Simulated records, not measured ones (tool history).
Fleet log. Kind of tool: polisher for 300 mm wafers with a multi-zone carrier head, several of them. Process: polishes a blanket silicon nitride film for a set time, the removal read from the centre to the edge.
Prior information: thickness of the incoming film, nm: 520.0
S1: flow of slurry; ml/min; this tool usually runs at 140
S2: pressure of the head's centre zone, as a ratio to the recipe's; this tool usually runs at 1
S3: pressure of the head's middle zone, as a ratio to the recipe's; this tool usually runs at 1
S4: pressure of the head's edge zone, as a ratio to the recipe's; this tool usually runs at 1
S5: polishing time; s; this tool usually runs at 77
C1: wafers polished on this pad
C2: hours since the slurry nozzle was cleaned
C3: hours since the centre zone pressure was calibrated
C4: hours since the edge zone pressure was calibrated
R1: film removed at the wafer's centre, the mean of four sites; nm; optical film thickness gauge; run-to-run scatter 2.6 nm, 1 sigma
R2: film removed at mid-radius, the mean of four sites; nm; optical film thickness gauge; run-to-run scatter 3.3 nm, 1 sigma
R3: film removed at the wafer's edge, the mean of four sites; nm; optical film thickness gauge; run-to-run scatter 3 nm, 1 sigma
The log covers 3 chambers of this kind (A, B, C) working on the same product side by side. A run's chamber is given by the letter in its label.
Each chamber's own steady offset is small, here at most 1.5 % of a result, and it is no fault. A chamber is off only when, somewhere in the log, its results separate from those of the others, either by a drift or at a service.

{"hour": 0.4, "done": "chamber A: slurry nozzle cleaned"}
{"run": "1A", "hour": 5.5, "S1": 140, "S2": 1, "S3": 1, "S4": 1, "S5": 77, "C1": 617, "C2": 5.1, "C3": 889.2, "C4": 437.4, "R1": 221.89, "R2": 220.21, "R3": 213.94}
{"hour": 9.0, "done": "chamber C: centre zone pressure recalibrated"}
{"run": "2C", "hour": 12.4, "S1": 140, "S2": 1, "S3": 1, "S4": 1, "S5": 77, "C1": 547, "C2": 270.1, "C3": 3.5, "C4": 668.3, "R1": 217.74, "R2": 223.48, "R3": 220.88}
{"run": "3B", "hour": 19.1, "S1": 140, "S2": 1, "S3": 1, "S4": 1, "S5": 77, "C1": 905, "C2": 90.8, "C3": 366.1, "C4": 467.7, "R1": 220.09, "R2": 211.74, "R3": 223.73}
{"hour": 19.5, "done": "chamber C: worn pad replaced by a new one"}
{"run": "4C", "hour": 25.0, "S1": 140, "S2": 1, "S3": 1, "S4": 1, "S5": 77, "C1": 60, "C2": 282.7, "C3": 16.1, "C4": 680.9, "R1": 217.18, "R2": 223.53, "R3": 219.63}
{"run": "5B", "hour": 29.9, "S1": 140, "S2": 1, "S3": 1, "S4": 1, "S5": 77, "C1": 1022, "C2": 101.6, "C3": 376.9, "C4": 478.5, "R1": 221.69, "R2": 214.8, "R3": 221.08}
{"run": "6A", "hour": 36.4, "S1": 140, "S2": 1, "S3": 1, "S4": 1, "S5": 77, "C1": 952, "C2": 36, "C3": 920.1, "C4": 468.3, "R1": 216.77, "R2": 216.63, "R3": 222.95}
{"run": "7B", "hour": 42.8, "S1": 140, "S2": 1, "S3": 1, "S4": 1, "S5": 77, "C1": 1162, "C2": 114.5, "C3": 389.8, "C4": 491.4, "R1": 217.79, "R2": 218.28, "R3": 225.1}
{"hour": 48.1, "done": "chamber A: worn pad replaced by a new one"}
{"hour": 48.4, "done": "chamber B: worn pad replaced by a new one"}
{"run": "8C", "hour": 50.0, "S1": 140, "S2": 1, "S3": 1, "S4": 1, "S5": 77, "C1": 331, "C2": 307.7, "C3": 41.1, "C4": 705.9, "R1": 220.68, "R2": 218.71, "R3": 217.5}
{"run": "9A", "hour": 53.8, "S1": 140, "S2": 1, "S3": 1, "S4": 1, "S5": 77, "C1": 61, "C2": 53.4, "C3": 937.5, "C4": 485.7, "R1": 222.74, "R2": 217.29, "R3": 223.32}
{"run": "10B", "hour": 57.6, "S1": 140, "S2": 1, "S3": 1, "S4": 1, "S5": 77, "C1": 100, "C2": 129.3, "C3": 404.6, "C4": 506.2, "R1": 224.67, "R2": 220.35, "R3": 212.51}
{"hour": 60.3, "done": "chamber C: slurry nozzle cleaned"}
{"run": "11C", "hour": 60.9, "S1": 140, "S2": 1, "S3": 1, "S4": 1, "S5": 56, "C1": 449, "C2": 0.7, "C3": 52, "C4": 716.8, "R1": 161.15, "R2": 159.1, "R3": 157.91}
{"run": "12A", "hour": 64.6, "S1": 140, "S2": 1, "S3": 1, "S4": 1, "S5": 56, "C1": 179, "C2": 64.2, "C3": 948.3, "C4": 496.5, "R1": 156.6, "R2": 155.98, "R3": 165.99}
{"run": "13B", "hour": 69.4, "S1": 140, "S2": 1, "S3": 1, "S4": 1, "S5": 56, "C1": 228, "C2": 141.1, "C3": 416.4, "C4": 518, "R1": 159.11, "R2": 158.58, "R3": 160.8}
{"run": "14C", "hour": 76.2, "S1": 140, "S2": 1, "S3": 1, "S4": 1, "S5": 77, "C1": 615, "C2": 16, "C3": 67.3, "C4": 732.1, "R1": 224.89, "R2": 216.08, "R3": 215.16}
{"run": "15A", "hour": 82.1, "S1": 140, "S2": 1, "S3": 1, "S4": 1, "S5": 77, "C1": 369, "C2": 81.7, "C3": 965.8, "C4": 514, "R1": 214.8, "R2": 218.89, "R3": 225.37}
{"run": "16C", "hour": 87.6, "S1": 140, "S2": 1, "S3": 1, "S4": 1, "S5": 77, "C1": 739, "C2": 27.4, "C3": 78.7, "C4": 743.5, "R1": 222.87, "R2": 226.54, "R3": 219.17}
{"hour": 87.7, "done": "chamber C: worn pad replaced by a new one"}
{"run": "17A", "hour": 91.1, "S1": 140, "S2": 1, "S3": 1, "S4": 1, "S5": 77, "C1": 466, "C2": 90.7, "C3": 974.8, "C4": 523, "R1": 219.84, "R2": 221.7, "R3": 220.05}
{"run": "18B", "hour": 96.8, "S1": 140, "S2": 1, "S3": 1, "S4": 1, "S5": 77, "C1": 525, "C2": 168.5, "C3": 443.8, "C4": 545.4, "R1": 222.24, "R2": 220.34, "R3": 218.03}
{"run": "19C", "hour": 103.7, "S1": 140, "S2": 1, "S3": 1, "S4": 1, "S5": 77, "C1": 174, "C2": 43.5, "C3": 94.8, "C4": 759.6, "R1": 220.8, "R2": 221.89, "R3": 218.9}
{"run": "20A", "hour": 109.9, "S1": 140, "S2": 1, "S3": 1, "S4": 1, "S5": 77, "C1": 670, "C2": 109.5, "C3": 993.6, "C4": 541.8, "R1": 222.13, "R2": 216.06, "R3": 221.93}
{"run": "21B", "hour": 116.7, "S1": 140, "S2": 1, "S3": 1, "S4": 1, "S5": 77, "C1": 741, "C2": 188.4, "C3": 463.7, "C4": 565.3, "R1": 219.41, "R2": 220.44, "R3": 219.79}
{"run": "22A", "hour": 121.0, "S1": 140, "S2": 1, "S3": 1, "S4": 1, "S5": 77, "C1": 791, "C2": 120.6, "C3": 1004.7, "C4": 552.9, "R1": 219.98, "R2": 220.32, "R3": 225.75}
{"run": "23C", "hour": 128.1, "S1": 140, "S2": 1, "S3": 1, "S4": 1, "S5": 77, "C1": 439, "C2": 67.9, "C3": 119.2, "C4": 784, "R1": 219.81, "R2": 217.81, "R3": 215.89}
{"run": "24B", "hour": 132.0, "S1": 140, "S2": 1, "S3": 1, "S4": 1, "S5": 77, "C1": 907, "C2": 203.7, "C3": 479, "C4": 580.6, "R1": 218.94, "R2": 214.66, "R3": 218.58}
{"run": "25C", "hour": 138.9, "S1": 140, "S2": 1, "S3": 1, "S4": 1, "S5": 77, "C1": 556, "C2": 78.7, "C3": 130, "C4": 794.8, "R1": 221.28, "R2": 223.4, "R3": 217.62}

All chambers now run identical settings, listed one chamber a line with results as question marks. What results will each chamber show?
{"run": "26A", "hour": 144.1, "S1": 140, "S2": 1, "S3": 1, "S4": 1, "S5": 77, "R1": "?", "R2": "?", "R3": "?"}
{"run": "26B", "hour": 144.1, "S1": 140, "S2": 1, "S3": 1, "S4": 1, "S5": 77, "R1": "?", "R2": "?", "R3": "?"}
{"run": "26C", "hour": 144.1, "S1": 140, "S2": 1, "S3": 1, "S4": 1, "S5": 77, "R1": "?", "R2": "?", "R3": "?"}

run=26A R1=219.14 R2=218.68 R3=219.86
run=26B R1=218.99 R2=213.55 R3=216.73
run=26C R1=223.82 R2=220.88 R3=219.67
